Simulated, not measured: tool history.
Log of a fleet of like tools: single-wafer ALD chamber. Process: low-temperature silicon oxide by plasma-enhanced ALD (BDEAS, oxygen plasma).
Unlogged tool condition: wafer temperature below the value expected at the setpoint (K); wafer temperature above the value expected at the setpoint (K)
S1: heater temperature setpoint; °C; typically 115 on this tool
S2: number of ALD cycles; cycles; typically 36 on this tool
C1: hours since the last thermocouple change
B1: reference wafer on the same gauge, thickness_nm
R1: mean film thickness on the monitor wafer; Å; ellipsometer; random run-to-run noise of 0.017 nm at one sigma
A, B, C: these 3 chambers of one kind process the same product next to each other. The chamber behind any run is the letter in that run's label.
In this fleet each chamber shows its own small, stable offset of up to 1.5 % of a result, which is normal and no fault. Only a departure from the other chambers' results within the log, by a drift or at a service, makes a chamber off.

Run 1C, hour 8.9: usual settings; C1 531.1; B1 5.5294. Result: R1 50.319 Å.
Run 2A, hour 17.5: usual settings; C1 699.2; B1 5.5314. Result: R1 49.633 Å.
Run 3B, hour 23.2: usual settings; C1 2592.5; B1 5.5281. Result: R1 50.782 Å.
Run 4C, hour 32.4: usual settings; C1 554.6; B1 5.5329. Result: R1 49.901 Å.
Run 5A, hour 37.3: usual settings; C1 719.0; B1 5.5269. Result: R1 49.407 Å.
Run 6B, hour 45.3: usual settings; C1 2614.6; B1 5.5300. Result: R1 50.611 Å.
Run 7B, hour 54.4: usual settings; C1 2623.7; B1 5.5324. Result: R1 50.546 Å.
Run 8A, hour 64.4: usual settings; C1 746.1; B1 5.5265. Result: R1 49.463 Å.
Run 9C, hour 69.7: usual settings; C1 591.9; B1 5.5290. Result: R1 50.315 Å.
Run 10B, hour 75.1: usual settings; C1 2644.4; B1 5.5302. Result: R1 50.346 Å.
Run 11C, hour 81.0: usual settings but S2 38 cycles; C1 603.2; B1 5.5299. Result: R1 53.000 Å.
Run 12A, hour 90.8: usual settings but S2 38 cycles; C1 772.5; B1 5.5301. Result: R1 52.415 Å.
Run 13B, hour 97.3: usual settings but S2 38 cycles; C1 2666.6; B1 5.5290. Result: R1 53.153 Å.
Run 14C, hour 106.7: usual settings; C1 628.9; B1 5.5324. Result: R1 50.308 Å.
Run 15A, hour 112.9: usual settings; C1 794.6; B1 5.5309. Result: R1 49.544 Å.
Run 16C, hour 121.6: usual settings; C1 643.8; B1 5.5256. Result: R1 50.182 Å.
Run 17A, hour 131.0: usual settings; C1 812.7; B1 5.5268. Result: R1 49.461 Å.
Run 18B, hour 141.7: usual settings; C1 2711.0; B1 5.5331. Result: R1 50.411 Å.
Run 19B, hour 149.2: usual settings but S2 31 cycles; C1 2718.5; B1 5.5244. Result: R1 43.213 Å.
Run 20A, hour 156.6: usual settings but S2 31 cycles; C1 838.3; B1 5.5265. Result: R1 42.524 Å.
Run 21C, hour 162.7: usual settings but S2 31 cycles; C1 684.9; B1 5.5314. Result: R1 43.481 Å.

Decide between three cases: one chamber stands off from its peers, the gauge reading all wafers drifts, or nothing is wrong past each chamber's small offset. Where a chamber is off, say which and what most likely put it there.

Nothing is wrong: each chamber keeps only its own small, steady offset and the gauge holds still.
